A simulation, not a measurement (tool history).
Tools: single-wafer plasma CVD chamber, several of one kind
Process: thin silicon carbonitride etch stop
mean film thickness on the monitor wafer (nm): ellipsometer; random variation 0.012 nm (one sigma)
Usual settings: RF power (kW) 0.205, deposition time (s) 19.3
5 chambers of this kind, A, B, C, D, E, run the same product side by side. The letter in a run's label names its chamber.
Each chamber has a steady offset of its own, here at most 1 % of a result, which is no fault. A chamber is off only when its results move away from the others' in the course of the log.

run	hour	RF power (kW)	deposition time (s)	read-back reference wafer on the same gauge, thickness_nm	mean film thickness on the monitor wafer (nm)
1E	11.1	0.205	19.3	10.201	11.0440
2A	23.9	0.205	19.3	10.202	11.1710
3D	35.5	0.205	19.3	10.203	11.0630
4C	44.8	0.205	19.3	10.204	11.0690
5B	53.2	0.205	19.3	10.207	11.0530
6B	66.1	0.205	19.3	10.206	11.0790
7C	74.4	0.205	19.3	10.207	11.0580
8E	84.5	0.205	19.3	10.208	11.0190
9A	99.4	0.205	19.3	10.211	11.1780
10D	112.6	0.205	19.3	10.208	11.0650
11E	129.1	0.175	19.3	10.210	10.5450
12C	144.5	0.175	19.3	10.212	10.5420
13A	156.7	0.175	19.3	10.211	10.6510
14B	170.4	0.175	19.3	10.216	10.5420
# hour 173.6: chamber D: thermocouple changed; heater temperature recalibrated
15D	186.7	0.175	19.3	10.214	10.5670
16C	200.8	0.245	16.3	10.218	9.8663
17D	209.8	0.245	16.3	10.222	9.8656
18E	223.2	0.245	16.3	10.219	9.8722
19B	233.0	0.245	16.3	10.216	9.8671
20A	241.3	0.245	16.3	10.220	9.9408
21D	256.0	0.205	19.3	10.222	11.0630
22A	266.2	0.170	19.3	10.221	10.6050
23C	278.7	0.170	19.3	10.227	10.4780
24B	292.7	0.170	19.3	10.227	10.4910
25E	300.3	0.170	19.3	10.225	10.4610
26C	314.7	0.170	19.3	10.227	10.4600
27E	325.3	0.230	20.7	10.223	12.3050
28D	332.7	0.230	20.7	10.229	12.2820
29B	341.6	0.230	20.7	10.231	12.3030
30A	358.1	0.230	20.7	10.231	12.4380
31B	373.1	0.230	20.7	10.234	12.3400
32A	387.6	0.205	19.3	10.232	11.2100
33C	404.1	0.205	19.3	10.233	11.0900
34E	414.6	0.205	19.3	10.237	11.0730
35D	429.8	0.170	19.3	10.235	10.5020
# hour 436.0: chamber C: RF generator calibrated
36D	440.1	0.170	19.3	10.237	10.4970
37C	449.8	0.170	19.3	10.238	10.4720
38E	464.7	0.170	19.3	10.239	10.4530
39B	477.8	0.170	19.3	10.238	10.5100
40A	487.6	0.205	19.3	10.243	11.2060
41C	495.7	0.205	19.3	10.242	11.1090
42D	509.1	0.205	19.3	10.243	11.0860
43B	525.3	0.205	19.3	10.246	11.1100

Next, every chamber runs the same settings. What will each give?
44A	537.2	0.205	19.3		?
44B	537.2	0.205	19.3		?
44C	537.2	0.205	19.3		?
44D	537.2	0.205	19.3		?
44E	537.2	0.205	19.3		?

run	mean film thickness on the monitor wafer (nm)
44A	11.2020
44B	11.1130
44C	11.1100
44D	11.0980
44E	11.1090
